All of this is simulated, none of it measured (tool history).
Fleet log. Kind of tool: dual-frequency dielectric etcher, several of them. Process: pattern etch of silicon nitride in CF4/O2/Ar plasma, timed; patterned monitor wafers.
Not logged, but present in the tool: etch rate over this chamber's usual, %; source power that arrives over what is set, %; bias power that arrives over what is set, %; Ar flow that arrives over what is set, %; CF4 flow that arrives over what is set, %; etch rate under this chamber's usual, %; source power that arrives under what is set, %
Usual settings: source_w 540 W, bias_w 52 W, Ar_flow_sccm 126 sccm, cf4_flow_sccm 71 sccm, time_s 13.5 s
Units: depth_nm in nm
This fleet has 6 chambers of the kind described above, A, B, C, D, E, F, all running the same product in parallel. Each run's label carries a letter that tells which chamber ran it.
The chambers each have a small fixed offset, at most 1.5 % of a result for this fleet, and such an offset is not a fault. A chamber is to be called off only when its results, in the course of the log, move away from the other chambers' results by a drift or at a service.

| run | day | source_w | bias_w | Ar_flow_sccm | cf4_flow_sccm | time_s | hours since the last wet clean | hours since the last source power generator calibration | hours since the last bias power generator calibration | hours since the last Ar flow controller change | hours since the last CF4 flow controller change | read-back reference wafer on the same gauge, depth_nm | depth_nm |
|---|---|---|---|---|---|---|---|---|---|---|---|---|---|
| 1D | 0.412 | 540 | 52 | 126 | 71 | 13.5 | 217.7 | 176.2 | 649.2 | 3198.6 | 543.0 | 29.083 | 25.719 |
| 2A | 0.879 | 540 | 52 | 126 | 71 | 13.5 | 44.5 | 929.8 | 1633.2 | 3452.4 | 1569.4 | 29.119 | 25.631 |
| 3B | 1.450 | 540 | 52 | 126 | 71 | 13.5 | 246.6 | 1033.0 | 3274.6 | 269.0 | 2692.4 | 29.082 | 25.690 |
| 4C | 1.946 | 540 | 52 | 126 | 71 | 13.5 | 577.8 | 576.4 | 459.5 | 3663.9 | 2574.5 | 29.093 | 25.995 |
| 5E | 2.517 | 540 | 52 | 126 | 71 | 13.5 | 275.7 | 2063.5 | 391.6 | 2741.9 | 122.2 | 29.085 | 26.211 |
| 6F | 2.967 | 540 | 52 | 126 | 71 | 13.5 | 134.1 | 502.0 | 927.1 | 3496.5 | 3973.5 | 29.104 | 25.539 |
| 7A | 3.471 | 540 | 52 | 126 | 71 | 13.5 | 106.7 | 992.0 | 1695.4 | 3514.6 | 1631.6 | 29.098 | 25.742 |
|  | 3.671 | chamber C: wet clean of the chamber |
| 8E | 3.754 | 540 | 52 | 126 | 71 | 13.5 | 305.4 | 2093.2 | 421.3 | 2771.6 | 151.9 | 29.071 | 26.076 |
| 9D | 4.292 | 540 | 52 | 126 | 71 | 13.5 | 310.8 | 269.3 | 742.3 | 3291.7 | 636.1 | 29.104 | 25.800 |
| 10C | 4.608 | 540 | 52 | 126 | 71 | 13.5 | 22.5 | 640.3 | 523.4 | 3727.8 | 2638.4 | 29.096 | 25.658 |
| 11B | 5.217 | 540 | 52 | 126 | 71 | 13.5 | 337.0 | 1123.4 | 3365.0 | 359.4 | 2782.8 | 29.123 | 25.741 |
| 12F | 5.638 | 540 | 52 | 126 | 71 | 13.5 | 198.2 | 566.1 | 991.2 | 3560.6 | 4037.6 | 29.133 | 25.669 |
| 13D | 6.054 | 660 | 64 | 126 | 71 | 13.5 | 353.1 | 311.6 | 784.6 | 3334.0 | 678.4 | 29.140 | 32.812 |
|  | 6.238 | chamber F: Ar flow controller replaced |
| 14E | 6.579 | 660 | 64 | 126 | 71 | 13.5 | 373.2 | 2161.0 | 489.1 | 2839.4 | 219.7 | 29.094 | 33.721 |
| 15C | 6.908 | 660 | 64 | 126 | 71 | 13.5 | 77.7 | 695.5 | 578.6 | 3783.0 | 2693.6 | 29.126 | 33.563 |
| 16F | 7.450 | 660 | 64 | 126 | 71 | 13.5 | 241.7 | 609.6 | 1034.7 | 29.2 | 4081.1 | 29.110 | 32.730 |
|  | 7.654 | chamber F: CF4 flow controller replaced |
| 17B | 7.958 | 660 | 64 | 126 | 71 | 13.5 | 402.8 | 1189.2 | 3430.8 | 425.2 | 2848.6 | 29.091 | 32.816 |
| 18A | 8.362 | 660 | 64 | 126 | 71 | 13.5 | 224.1 | 1109.4 | 1812.8 | 3632.0 | 1749.0 | 29.106 | 32.843 |
| 19F | 8.658 | 540 | 52 | 126 | 71 | 13.5 | 270.7 | 638.6 | 1063.7 | 58.2 | 24.1 | 29.091 | 25.762 |
| 20A | 9.212 | 540 | 52 | 126 | 71 | 13.5 | 244.5 | 1129.8 | 1833.2 | 3652.4 | 1769.4 | 29.094 | 25.598 |
| 21B | 9.504 | 540 | 52 | 126 | 71 | 13.5 | 439.9 | 1226.3 | 3467.9 | 462.3 | 2885.7 | 29.073 | 25.713 |
| 22C | 9.833 | 410 | 52 | 126 | 71 | 13.5 | 147.9 | 765.7 | 648.8 | 3853.2 | 2763.8 | 29.119 | 20.575 |
| 23D | 10.304 | 410 | 52 | 126 | 71 | 13.5 | 455.1 | 413.6 | 886.6 | 3436.0 | 780.4 | 29.118 | 19.799 |
|  | 10.333 | chamber E: wet clean of the chamber |
| 24E | 10.721 | 410 | 52 | 126 | 71 | 13.5 | 9.4 | 2260.4 | 588.5 | 2938.8 | 319.1 | 29.093 | 20.765 |
|  | 11.012 | chamber B: wet clean of the chamber |
| 25A | 11.304 | 410 | 52 | 126 | 71 | 13.5 | 294.7 | 1180.0 | 1883.4 | 3702.6 | 1819.6 | 29.064 | 20.338 |
| 26B | 11.608 | 410 | 52 | 126 | 71 | 13.5 | 14.3 | 1276.8 | 3518.4 | 512.8 | 2936.2 | 29.082 | 20.556 |
| 27D | 11.992 | 410 | 52 | 126 | 71 | 13.5 | 495.6 | 454.1 | 927.1 | 3476.5 | 820.9 | 29.131 | 19.511 |
| 28C | 12.567 | 540 | 52 | 126 | 71 | 13.5 | 213.5 | 831.3 | 714.4 | 3918.8 | 2829.4 | 29.135 | 25.987 |
| 29F | 12.850 | 540 | 52 | 126 | 71 | 15.0 | 371.3 | 739.2 | 1164.3 | 158.8 | 124.7 | 29.078 | 28.534 |
| 30E | 13.429 | 540 | 52 | 126 | 71 | 15.0 | 74.4 | 2325.4 | 653.5 | 3003.8 | 384.1 | 29.096 | 28.948 |
| 31E | 13.708 | 540 | 52 | 126 | 71 | 15.0 | 81.1 | 2332.1 | 660.2 | 3010.5 | 390.8 | 29.095 | 29.147 |
| 32D | 14.046 | 540 | 52 | 126 | 71 | 15.0 | 544.9 | 503.4 | 976.4 | 3525.8 | 870.2 | 29.155 | 27.801 |
| 33A | 14.342 | 540 | 52 | 126 | 71 | 15.0 | 367.6 | 1252.9 | 1956.3 | 3775.5 | 1892.5 | 29.096 | 28.616 |
| 34B | 14.746 | 540 | 52 | 126 | 71 | 15.0 | 89.6 | 1352.1 | 3593.7 | 588.1 | 3011.5 | 29.073 | 28.792 |
| 35F | 15.371 | 540 | 52 | 126 | 71 | 13.5 | 431.8 | 799.7 | 1224.8 | 219.3 | 185.2 | 29.091 | 25.282 |
| 36C | 15.988 | 420 | 52 | 126 | 71 | 13.5 | 295.6 | 913.4 | 796.5 | 4000.9 | 2911.5 | 29.077 | 20.868 |
| 37F | 16.400 | 420 | 52 | 126 | 71 | 13.5 | 456.5 | 824.4 | 1249.5 | 244.0 | 209.9 | 29.114 | 20.684 |
| 38C | 17.000 | 420 | 52 | 126 | 71 | 13.5 | 319.9 | 937.7 | 820.8 | 4025.2 | 2935.8 | 29.168 | 20.920 |
| 39B | 17.462 | 420 | 52 | 126 | 71 | 13.5 | 154.8 | 1417.3 | 3658.9 | 653.3 | 3076.7 | 29.075 | 20.619 |
|  | 17.679 | chamber A: Ar flow controller replaced |
| 40E | 17.954 | 420 | 52 | 126 | 71 | 13.5 | 183.0 | 2434.0 | 762.1 | 3112.4 | 492.7 | 29.126 | 20.870 |
| 41A | 18.483 | 420 | 52 | 126 | 71 | 13.5 | 467.0 | 1352.3 | 2055.7 | 19.4 | 1991.9 | 29.114 | 20.656 |

For the next run the whole fleet of 6 chambers uses the same settings. Give each chamber's results:
| 42A | 18.938 | 540 | 52 | 145 | 71 | 13.5 |  |  |  |  |  |  | ? |
| 42B | 18.938 | 540 | 52 | 145 | 71 | 13.5 |  |  |  |  |  |  | ? |
| 42C | 18.938 | 540 | 52 | 145 | 71 | 13.5 |  |  |  |  |  |  | ? |
| 42D | 18.938 | 540 | 52 | 145 | 71 | 13.5 |  |  |  |  |  |  | ? |
| 42E | 18.938 | 540 | 52 | 145 | 71 | 13.5 |  |  |  |  |  |  | ? |
| 42F | 18.938 | 540 | 52 | 145 | 71 | 13.5 |  |  |  |  |  |  | ? |

| run | depth_nm |
|---|---|
| 42A | 25.143 |
| 42B | 25.212 |
| 42C | 25.742 |
| 42D | 24.432 |
| 42E | 25.574 |
| 42F | 25.030 |
